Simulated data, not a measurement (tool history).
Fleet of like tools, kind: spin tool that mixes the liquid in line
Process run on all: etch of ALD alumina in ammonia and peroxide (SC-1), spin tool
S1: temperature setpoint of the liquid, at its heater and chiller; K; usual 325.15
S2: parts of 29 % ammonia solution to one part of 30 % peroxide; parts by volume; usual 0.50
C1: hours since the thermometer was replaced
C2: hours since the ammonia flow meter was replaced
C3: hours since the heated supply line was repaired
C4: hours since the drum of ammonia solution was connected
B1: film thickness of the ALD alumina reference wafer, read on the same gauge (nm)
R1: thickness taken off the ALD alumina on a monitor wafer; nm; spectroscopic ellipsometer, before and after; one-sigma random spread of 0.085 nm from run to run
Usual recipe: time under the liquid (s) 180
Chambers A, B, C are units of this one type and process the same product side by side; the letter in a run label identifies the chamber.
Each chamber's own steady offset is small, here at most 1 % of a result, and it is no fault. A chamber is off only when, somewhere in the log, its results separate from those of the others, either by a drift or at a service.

run 1C hour=10.2 | S1=325.15 S2=0.50 time_under_the_liquid_(s)=180 | C1=126.8 C2=443.4 C3=568.2 C4=84.1 | B1=120.02 | R1=11.8950
run 2A hour=18.0 | S1=325.15 S2=0.50 time_under_the_liquid_(s)=180 | C1=404.8 C2=1800.6 C3=556.5 C4=198.4 | B1=120.00 | R1=12.1120
-- hour=23.8 chamber C: ammonia flow meter replaced
run 3B hour=25.5 | S1=325.15 S2=0.50 time_under_the_liquid_(s)=180 | C1=2964.1 C2=196.8 C3=1790.0 C4=180.4 | B1=120.01 | R1=12.0070
run 4A hour=34.1 | S1=325.15 S2=0.50 time_under_the_liquid_(s)=180 | C1=420.9 C2=1816.7 C3=572.6 C4=214.5 | B1=120.03 | R1=12.0420
run 5C hour=41.8 | S1=325.15 S2=0.50 time_under_the_liquid_(s)=180 | C1=158.4 C2=18.0 C3=599.8 C4=115.7 | B1=120.03 | R1=12.0460
run 6B hour=54.1 | S1=325.15 S2=0.50 time_under_the_liquid_(s)=180 | C1=2992.7 C2=225.4 C3=1818.6 C4=209.0 | B1=120.01 | R1=11.9700
run 7A hour=62.2 | S1=325.15 S2=0.50 time_under_the_liquid_(s)=180 | C1=449.0 C2=1844.8 C3=600.7 C4=242.6 | B1=120.01 | R1=12.0190
run 8C hour=72.7 | S1=325.15 S2=0.50 time_under_the_liquid_(s)=180 | C1=189.3 C2=48.9 C3=630.7 C4=146.6 | B1=119.99 | R1=12.0480
run 9B hour=87.4 | S1=325.15 S2=0.50 time_under_the_liquid_(s)=145 | C1=3026.0 C2=258.7 C3=1851.9 C4=242.3 | B1=119.99 | R1=9.6424
run 10B hour=99.5 | S1=325.15 S2=0.50 time_under_the_liquid_(s)=145 | C1=3038.1 C2=270.8 C3=1864.0 C4=254.4 | B1=119.99 | R1=9.5496
-- hour=107.3 chamber C: new drum of ammonia solution connected
run 11A hour=112.1 | S1=325.15 S2=0.50 time_under_the_liquid_(s)=145 | C1=498.9 C2=1894.7 C3=650.6 C4=292.5 | B1=119.98 | R1=9.6729
run 12C hour=122.9 | S1=325.15 S2=0.50 time_under_the_liquid_(s)=180 | C1=239.5 C2=99.1 C3=680.9 C4=15.6 | B1=120.02 | R1=12.0650
run 13C hour=130.6 | S1=325.15 S2=0.50 time_under_the_liquid_(s)=180 | C1=247.2 C2=106.8 C3=688.6 C4=23.3 | B1=120.03 | R1=12.0230
run 14B hour=139.3 | S1=325.15 S2=0.50 time_under_the_liquid_(s)=180 | C1=3077.9 C2=310.6 C3=1903.8 C4=294.2 | B1=119.99 | R1=11.9160
run 15A hour=153.9 | S1=325.15 S2=0.50 time_under_the_liquid_(s)=180 | C1=540.7 C2=1936.5 C3=692.4 C4=334.3 | B1=119.92 | R1=11.6450
run 16C hour=169.0 | S1=325.15 S2=0.50 time_under_the_liquid_(s)=180 | C1=285.6 C2=145.2 C3=727.0 C4=61.7 | B1=119.99 | R1=12.0660
run 17A hour=182.5 | S1=325.15 S2=0.50 time_under_the_liquid_(s)=180 | C1=569.3 C2=1965.1 C3=721.0 C4=362.9 | B1=120.03 | R1=11.8580
run 18B hour=189.9 | S1=325.15 S2=0.50 time_under_the_liquid_(s)=180 | C1=3128.5 C2=361.2 C3=1954.4 C4=344.8 | B1=120.00 | R1=12.1260
-- hour=199.9 chamber B: new drum of ammonia solution connected
run 19A hour=200.2 | S1=325.15 S2=0.50 time_under_the_liquid_(s)=180 | C1=587.0 C2=1982.8 C3=738.7 C4=380.6 | B1=119.99 | R1=11.7310
run 20B hour=208.7 | S1=325.15 S2=0.50 time_under_the_liquid_(s)=180 | C1=3147.3 C2=380.0 C3=1973.2 C4=8.9 | B1=120.01 | R1=11.9640
run 21C hour=218.9 | S1=325.15 S2=0.50 time_under_the_liquid_(s)=180 | C1=335.5 C2=195.1 C3=776.9 C4=111.6 | B1=120.05 | R1=11.9940
run 22A hour=230.9 | S1=325.15 S2=0.50 time_under_the_liquid_(s)=180 | C1=617.7 C2=2013.5 C3=769.4 C4=411.3 | B1=119.99 | R1=11.4920
run 23B hour=240.9 | S1=325.15 S2=0.50 time_under_the_liquid_(s)=180 | C1=3179.5 C2=412.2 C3=2005.4 C4=41.1 | B1=120.01 | R1=11.9220
run 24C hour=254.1 | S1=325.15 S2=0.50 time_under_the_liquid_(s)=180 | C1=370.7 C2=230.3 C3=812.1 C4=146.8 | B1=120.07 | R1=12.0810
run 25B hour=268.5 | S1=325.15 S2=0.50 time_under_the_liquid_(s)=180 | C1=3207.1 C2=439.8 C3=2033.0 C4=68.7 | B1=119.94 | R1=11.9830
-- hour=278.6 chamber B: thermometer replaced
run 26C hour=283.0 | S1=325.15 S2=0.35 time_under_the_liquid_(s)=180 | C1=399.6 C2=259.2 C3=841.0 C4=175.7 | B1=120.02 | R1=11.7020
run 27A hour=293.6 | S1=325.15 S2=0.35 time_under_the_liquid_(s)=180 | C1=680.4 C2=2076.2 C3=832.1 C4=474.0 | B1=120.04 | R1=11.0440
run 28C hour=308.4 | S1=325.15 S2=0.35 time_under_the_liquid_(s)=180 | C1=425.0 C2=284.6 C3=866.4 C4=201.1 | B1=119.96 | R1=11.6280
-- hour=313.1 chamber C: new drum of ammonia solution connected
run 29A hour=317.5 | S1=325.15 S2=0.50 time_under_the_liquid_(s)=180 | C1=704.3 C2=2100.1 C3=856.0 C4=497.9 | B1=120.00 | R1=11.3020
run 30B hour=327.1 | S1=325.15 S2=0.50 time_under_the_liquid_(s)=180 | C1=48.6 C2=498.4 C3=2091.6 C4=127.3 | B1=119.99 | R1=11.9910
run 31B hour=343.0 | S1=325.15 S2=0.50 time_under_the_liquid_(s)=180 | C1=64.5 C2=514.3 C3=2107.5 C4=143.2 | B1=120.05 | R1=11.9150
run 32C hour=352.9 | S1=325.15 S2=0.50 time_under_the_liquid_(s)=180 | C1=469.5 C2=329.1 C3=910.9 C4=39.9 | B1=120.03 | R1=12.0240
run 33A hour=361.2 | S1=325.15 S2=0.50 time_under_the_liquid_(s)=180 | C1=748.0 C2=2143.8 C3=899.7 C4=541.6 | B1=120.03 | R1=11.0280

Which is it: a chamber that has drifted or been left off by a service, a gauge drift common to all chambers, or only each chamber's usual small offset? If a chamber is off, name it and its likeliest cause.

Little by little, chamber A moves away from the other chambers.
Most likely cause: temperature lost on the way to the wafer (K) = 1.46.
The log might look much the same if the cause were instead: liquid colder than its thermometer reads (K).

Which of the 4 candidates below, each the usual settings with something changed and its results left as question marks, puts chamber A back in line with what the other chambers give on the usual settings?
To be in line, a result may differ from the other chambers' mean on the usual settings by at most: R1 0.3000 nm
run 34A-1 hour=372.7 | S1=325.15 S2=0.50 time_under_the_liquid_(s)=185 | R1=?
run 34A-2 hour=372.7 | S1=325.15 S2=0.50 time_under_the_liquid_(s)=175 | R1=?
run 34A-3 hour=372.7 | S1=325.65 S2=0.50 time_under_the_liquid_(s)=190 | R1=?
run 34A-4 hour=372.7 | S1=323.65 S2=0.50 time_under_the_liquid_(s)=180 | R1=?

The other chambers' mean on the usual settings: R1 11.9760 nm
run=34A-1 R1=11.4760
run=34A-2 R1=10.8560
run=34A-3 R1=12.1060
run=34A-4 R1=10.2860
34A-3 is the one that brings the chamber's results back in line with the other chambers.

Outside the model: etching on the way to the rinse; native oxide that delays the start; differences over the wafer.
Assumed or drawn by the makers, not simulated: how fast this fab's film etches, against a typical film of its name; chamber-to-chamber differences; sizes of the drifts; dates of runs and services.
